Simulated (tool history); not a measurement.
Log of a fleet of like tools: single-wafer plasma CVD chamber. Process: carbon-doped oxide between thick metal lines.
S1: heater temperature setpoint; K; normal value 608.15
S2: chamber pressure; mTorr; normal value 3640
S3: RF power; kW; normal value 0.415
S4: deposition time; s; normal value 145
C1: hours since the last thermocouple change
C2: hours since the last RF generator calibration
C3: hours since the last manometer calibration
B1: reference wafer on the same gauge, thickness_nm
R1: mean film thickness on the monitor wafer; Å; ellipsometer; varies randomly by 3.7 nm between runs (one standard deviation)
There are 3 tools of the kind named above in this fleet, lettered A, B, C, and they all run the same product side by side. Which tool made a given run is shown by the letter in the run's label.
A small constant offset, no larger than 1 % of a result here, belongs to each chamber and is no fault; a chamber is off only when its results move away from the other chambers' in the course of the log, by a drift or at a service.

run	hour	S1	S2	S3	S4	C1	C2	C3	B1	R1
1C	5.4	608.15	3640	0.415	145	1440.7	835	55.2	681.44	6436.1
2B	10	608.15	3640	0.415	145	1046.7	707.9	2878.1	683.28	6327.3
3A	14.4	608.15	3640	0.415	145	2275.6	1800.2	969.2	682.44	6291
4A	23.2	608.15	3640	0.415	145	2284.4	1809	978	681.55	6380.6
5C	28.6	608.15	3640	0.415	145	1463.9	858.2	78.4	682.18	6391.1
6B	35.1	608.15	3640	0.415	145	1071.8	733	2903.2	681.24	6344.4
7A	40	608.15	3640	0.415	145	2301.2	1825.8	994.8	682.91	6272.3
8B	48.2	608.15	3640	0.415	145	1084.9	746.1	2916.3	682.73	6267.1
9C	54.1	608.15	3640	0.415	145	1489.4	883.7	103.9	682.02	6460.9
10B	63.4	608.15	3640	0.415	145	1100.1	761.3	2931.5	682.43	6335.6
11A	72.1	608.15	3640	0.415	145	2333.3	1857.9	1026.9	681.31	6343.9
12C	79.5	608.15	3640	0.415	145	1514.8	909.1	129.3	682.5	6438.2
13B	86.5	608.15	4030	0.46	145	1123.2	784.4	2954.6	682.67	6949.6
14C	94.7	608.15	4030	0.46	145	1530	924.3	144.5	682.32	6960
15A	99	608.15	4030	0.46	145	2360.2	1884.8	1053.8	681.99	6831.8
16C	103.1	600.15	3640	0.45	145	1538.4	932.7	152.9	682.2	6980.6
17B	107.3	600.15	3640	0.45	145	1144	805.2	2975.4	681.66	6809.5
18A	116.6	600.15	3640	0.45	145	2377.8	1902.4	1071.4	682.2	6872.2
19B	123.5	608.15	3640	0.415	145	1160.2	821.4	2991.6	681.01	6252.7
20A	131.5	608.15	3640	0.415	145	2392.7	1917.3	1086.3	682.04	6353.2
21C	136.4	608.15	3640	0.415	145	1571.7	966	186.2	682.26	6440.1
22C	143.9	608.15	3640	0.345	145	1579.2	973.5	193.7	682.09	5533.5
23B	150.3	608.15	3640	0.345	145	1187	848.2	3018.4	681.7	5447.8
24A	156	608.15	3640	0.345	145	2417.2	1941.8	1110.8	682.92	5516.7
25A	161.9	608.15	3640	0.415	145	2423.1	1947.7	1116.7	683.15	6319
# hour 163.8: chamber C: RF generator calibrated
# hour 164.3: chamber A: RF generator calibrated
# hour 166.6: chamber A: thermocouple changed; heater temperature recalibrated
26C	168.7	617.15	3640	0.415	126	1604	4.9	218.5	682.94	5388.7
27B	172.9	617.15	3640	0.415	126	1209.6	870.8	3041	681.46	5221.3
28A	181.2	617.15	3640	0.415	126	14.6	16.9	1136	680.78	5351
# hour 187.9: chamber A: capacitance manometer re-zeroed and calibrated
29B	189.9	608.15	3640	0.415	145	1226.6	887.8	3058	682.04	6163.2
30C	199	608.15	3640	0.415	145	1634.3	35.2	248.8	681.94	6466.5
31A	208.6	608.15	3640	0.415	145	42	44.3	20.8	682.83	6356.2
32C	214.5	608.15	3640	0.415	145	1649.8	50.7	264.3	681.9	6368
33B	223.3	608.15	3640	0.415	145	1260	921.2	3091.4	681.27	6160.3
# hour 227.7: chamber B: thermocouple changed; heater temperature recalibrated
34B	230.7	600.15	3640	0.415	133	3	928.6	3098.8	681.15	5854.1
35A	235.6	600.15	3640	0.415	133	69	71.3	47.8	681.39	5941
36C	241.1	600.15	3640	0.415	133	1676.4	77.3	290.9	681.37	5988
37C	248.4	608.15	3640	0.415	145	1683.7	84.6	298.2	682.35	6435.5
38A	257.3	608.15	3640	0.415	145	90.7	93	69.5	681.78	6353.7
39B	262.2	608.15	3640	0.415	145	34.5	960.1	3130.3	681.12	6150.2
# hour 265.5: chamber B: capacitance manometer re-zeroed and calibrated
40A	269.1	608.15	3640	0.415	145	102.5	104.8	81.3	681.37	6369.1
41B	274.2	608.15	3640	0.415	145	46.5	972.1	8.7	681.31	6140.3

All 3 chambers run these settings next. Forecast each chamber's results:
42A	281	608.15	3640	0.415	145					?
42B	281	608.15	3640	0.415	145					?
42C	281	608.15	3640	0.415	145					?

run	R1
42A	6339
42B	6159.1
42C	6397.1
